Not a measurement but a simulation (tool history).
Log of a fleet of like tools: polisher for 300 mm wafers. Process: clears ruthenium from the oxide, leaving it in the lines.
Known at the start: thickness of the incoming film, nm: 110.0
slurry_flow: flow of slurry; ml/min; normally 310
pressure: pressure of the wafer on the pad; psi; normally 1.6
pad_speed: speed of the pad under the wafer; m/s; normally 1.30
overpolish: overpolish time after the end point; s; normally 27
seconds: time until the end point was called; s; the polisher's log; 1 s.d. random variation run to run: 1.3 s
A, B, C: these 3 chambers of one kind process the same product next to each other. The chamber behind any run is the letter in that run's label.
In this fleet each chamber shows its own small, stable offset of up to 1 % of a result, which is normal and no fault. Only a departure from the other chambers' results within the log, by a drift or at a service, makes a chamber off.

run	hour	slurry_flow	pressure	pad_speed	overpolish	seconds
# hour 3.7: chamber C: worn pad replaced by a new one
1B	5.6	310	1.6	1.30	27	89.540
2C	8.3	310	1.6	1.30	27	89.184
3A	13.8	310	1.6	1.30	27	91.174
4C	17.9	310	1.6	1.30	27	90.403
5B	21.2	310	1.6	1.30	27	88.439
6A	24.0	310	1.6	1.30	27	92.825
7B	27.9	310	1.6	1.30	27	90.192
8C	31.7	215	1.6	1.04	27	116.950
9A	34.6	215	1.6	1.04	27	122.140
10B	38.3	215	1.6	1.04	27	118.530
11A	42.1	310	1.6	1.30	27	90.005
12C	48.0	310	1.1	1.30	27	127.640
13B	51.0	310	1.1	1.30	27	132.620
# hour 51.9: chamber A: worn pad replaced by a new one
14A	57.3	310	1.1	1.30	27	136.650
# hour 58.8: chamber C: head pressure recalibrated
15C	60.9	310	1.6	1.30	27	88.698
16A	64.0	310	2.1	1.30	27	67.702
# hour 66.2: chamber B: worn pad replaced by a new one
17B	70.2	310	2.1	1.30	27	67.611
18C	73.3	310	2.1	1.30	27	68.319
19C	76.6	310	1.6	1.30	27	89.795
20B	82.7	310	1.6	1.30	27	89.457
21A	85.8	310	2.1	1.30	19	69.301
22A	89.9	310	2.1	1.30	19	70.102

Is one chamber out of step, is the gauge drifting, or do the chambers differ by no more than their own small offsets? For an off chamber, give its letter and the likeliest cause.

The fleet is healthy, with each chamber sitting at its usual small offset and no drift in the gauge.
